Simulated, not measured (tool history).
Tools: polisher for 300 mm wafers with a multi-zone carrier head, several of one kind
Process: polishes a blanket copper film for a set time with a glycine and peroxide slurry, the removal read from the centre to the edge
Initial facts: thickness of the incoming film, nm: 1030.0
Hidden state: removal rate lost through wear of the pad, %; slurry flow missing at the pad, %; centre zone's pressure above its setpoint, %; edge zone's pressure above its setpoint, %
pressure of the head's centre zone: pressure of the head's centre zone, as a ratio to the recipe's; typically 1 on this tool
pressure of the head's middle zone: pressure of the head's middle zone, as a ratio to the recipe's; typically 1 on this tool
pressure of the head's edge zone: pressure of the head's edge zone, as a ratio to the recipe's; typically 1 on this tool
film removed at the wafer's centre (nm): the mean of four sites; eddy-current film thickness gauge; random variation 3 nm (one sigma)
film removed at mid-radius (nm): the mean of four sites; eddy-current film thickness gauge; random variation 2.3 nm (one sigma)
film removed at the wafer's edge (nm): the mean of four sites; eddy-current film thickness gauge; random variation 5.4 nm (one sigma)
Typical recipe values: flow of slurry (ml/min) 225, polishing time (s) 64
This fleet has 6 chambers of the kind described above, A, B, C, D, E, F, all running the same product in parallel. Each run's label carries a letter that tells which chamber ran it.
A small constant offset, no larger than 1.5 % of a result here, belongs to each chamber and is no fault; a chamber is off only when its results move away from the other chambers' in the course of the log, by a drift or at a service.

run,hour,flow of slurry (ml/min),pressure of the head's centre zone,pressure of the head's middle zone,pressure of the head's edge zone,polishing time (s),wafers polished on this pad,hours since the slurry nozzle was cleaned,hours since the centre zone pressure was calibrated,hours since the edge zone pressure was calibrated,film removed at the wafer's centre (nm),film removed at mid-radius (nm),film removed at the wafer's edge (nm)
# hour 1.3: chamber E: worn pad replaced by a new one
1E,6.1,225,1,1,1,64,64,288.1,738.7,523.1,390.18,384.76,390.81
# hour 10.7: chamber C: slurry nozzle cleaned
# hour 14.2: chamber F: slurry nozzle cleaned
2F,15.2,225,1,1,1,64,226,1,285.6,311.1,390.47,388.74,381.29
3B,20.2,225,1,1,1,64,1052,413.9,454.7,385.9,382.74,388.28,380.73
# hour 24.8: chamber B: worn pad replaced by a new one
# hour 28.3: chamber A: centre zone pressure recalibrated
4A,29.4,225,1,1,1,64,819,792,1.2,473.1,379.47,382.48,386.1
# hour 32: chamber A: worn pad replaced by a new one
5D,38.4,225,1,1,1,64,1172,102.2,387.5,1069.8,382.03,380.65,390.74
# hour 39: chamber A: slurry nozzle cleaned
6C,48.1,225,0.95,0.93,1,64,646,37.5,926,70.7,358.99,360.34,383.68
# hour 56.6: chamber C: worn pad replaced by a new one
# hour 57.7: chamber E: worn pad replaced by a new one
7B,57.9,225,0.95,0.93,1,64,433,451.6,492.4,423.6,361.39,362.82,382.47
# hour 61.9: chamber D: worn pad replaced by a new one
8D,67.7,225,0.95,0.93,1,64,76,131.5,416.8,1099.1,361.02,359.04,396.37
9A,74.3,225,0.95,0.93,1,64,555,35.3,46.1,518,364.07,363.33,389.52
10F,80.8,225,0.95,0.93,1,64,1086,66.6,351.2,376.7,365.31,358.82,379.65
# hour 82.2: chamber F: worn pad replaced by a new one
11E,86.2,225,0.95,0.93,1,64,374,368.2,818.8,603.2,366.37,362.25,389.62
# hour 86.9: chamber A: worn pad replaced by a new one
# hour 93.4: chamber C: centre zone pressure recalibrated
12C,94.6,225,1,1,1,64,498,84,1.2,117.2,378.12,385.27,381.63
# hour 96.4: chamber B: slurry nozzle cleaned
13D,102.3,225,1,1,1,64,530,166.1,451.4,1133.7,383.83,385.04,379.3
# hour 106.9: chamber D: edge zone pressure recalibrated
14F,108.2,225,1,1,1,64,341,94,378.6,404.1,388.09,386.19,379.62
# hour 108.7: chamber B: worn pad replaced by a new one
# hour 109.5: chamber D: centre zone pressure recalibrated
# hour 111.6: chamber E: worn pad replaced by a new one
# hour 116.1: chamber C: worn pad replaced by a new one
15E,117.5,225,1,1,1,64,77,399.5,850.1,634.5,386.74,382.06,383.93
16C,126.3,225,1,1,1,64,134,115.7,32.9,148.9,388.12,391.08,378.74
17A,132.9,225,1,1,1,64,603,93.9,104.7,576.6,383.68,387.13,386.45
18B,137.7,225,1,1,1,64,380,41.3,572.2,503.4,381.85,385.21,380.2
19F,143.5,225,1,1,1,64,804,129.3,413.9,439.4,388.6,387.65,378.51
# hour 146.9: chamber A: worn pad replaced by a new one
20D,154.6,225,1,1,1,64,1215,218.4,45.2,47.8,383.7,382.93,383.62
# hour 154.8: chamber D: worn pad replaced by a new one
# hour 157.7: chamber F: worn pad replaced by a new one
21B,160.6,225,1,1,1,64,680,64.2,595.1,526.3,380,385.29,388.77
# hour 169.8: chamber E: worn pad replaced by a new one
22A,171.2,225,1.07,0.94,1,64,319,132.2,143,614.9,419.33,365.07,388.44
# hour 179.3: chamber B: worn pad replaced by a new one
23E,179.8,225,1.07,0.94,1,64,131,461.8,912.4,696.8,401.98,352.45,372.86
# hour 182.9: chamber C: worn pad replaced by a new one
24C,187.9,225,1.07,0.94,1,64,66,177.3,94.5,210.5,410.39,369.01,390.01
25C,197.5,225,1.07,0.94,1,64,192,186.9,104.1,220.1,410.04,365.47,389.26
26F,205.5,225,1.07,0.94,1,64,627,191.3,475.9,501.4,413.28,368.14,395.63
# hour 206.9: chamber A: worn pad replaced by a new one
27A,210.3,225,1.07,0.94,1,64,44,171.3,182.1,654,418.03,363.96,392.05
28E,219.7,225,1,1,1,64,654,501.7,952.3,736.7,374.82,375.7,369.36
29D,229.7,225,1,1,1,64,983,293.5,120.3,122.9,381.13,378.9,391.91
# hour 232.3: chamber E: worn pad replaced by a new one
# hour 237.1: chamber F: worn pad replaced by a new one
30B,237.1,285,1.1,1,1,64,758,140.7,671.6,602.8,447.57,393.64,381.5
# hour 238.2: chamber F: centre zone pressure recalibrated
# hour 241.7: chamber C: worn pad replaced by a new one
31A,244.1,285,1.1,1,1,64,487,205.1,215.9,687.8,438.7,395,396.83
32F,249.5,285,1.1,1,1,64,162,235.3,11.3,545.4,444.59,397.49,393.87
# hour 253.9: chamber D: worn pad replaced by a new one
33E,256.2,285,1.1,1,1,64,314,538.2,988.8,773.2,429.32,375.29,384.08
# hour 258.1: chamber B: worn pad replaced by a new one
34C,265.3,285,1.1,1,1,64,309,254.7,171.9,287.9,441.55,397.28,395.48
# hour 269.6: chamber A: worn pad replaced by a new one
35B,272.4,285,1.1,1,1,64,188,176,706.9,638.1,444.74,391.92,390.01
36D,282.6,225,1,1,1,64,376,346.4,173.2,175.8,388.77,379.21,380.43
37D,290.7,225,1,1,1,64,482,354.5,181.3,183.9,383.5,381.55,387.41
38A,300.7,225,1,1,1,81,408,261.7,272.5,744.4,486.05,481.43,477.36

Next, all 6 chambers run the settings below, one line each with question marks for the results. What does each chamber give?
39A,308.6,225,1.04,1,1,64,,,,,?,?,?
39B,308.6,225,1.04,1,1,64,,,,,?,?,?
39C,308.6,225,1.04,1,1,64,,,,,?,?,?
39D,308.6,225,1.04,1,1,64,,,,,?,?,?
39E,308.6,225,1.04,1,1,64,,,,,?,?,?
39F,308.6,225,1.04,1,1,64,,,,,?,?,?

run,film removed at the wafer's centre (nm),film removed at mid-radius (nm),film removed at the wafer's edge (nm)
39A,399.53,385.86,384.48
39B,401.59,382.5,380.58
39C,399.8,384.63,365.91
39D,404.2,380.84,383.03
39E,371.26,359.12,374.74
39F,406.72,386.73,380.2

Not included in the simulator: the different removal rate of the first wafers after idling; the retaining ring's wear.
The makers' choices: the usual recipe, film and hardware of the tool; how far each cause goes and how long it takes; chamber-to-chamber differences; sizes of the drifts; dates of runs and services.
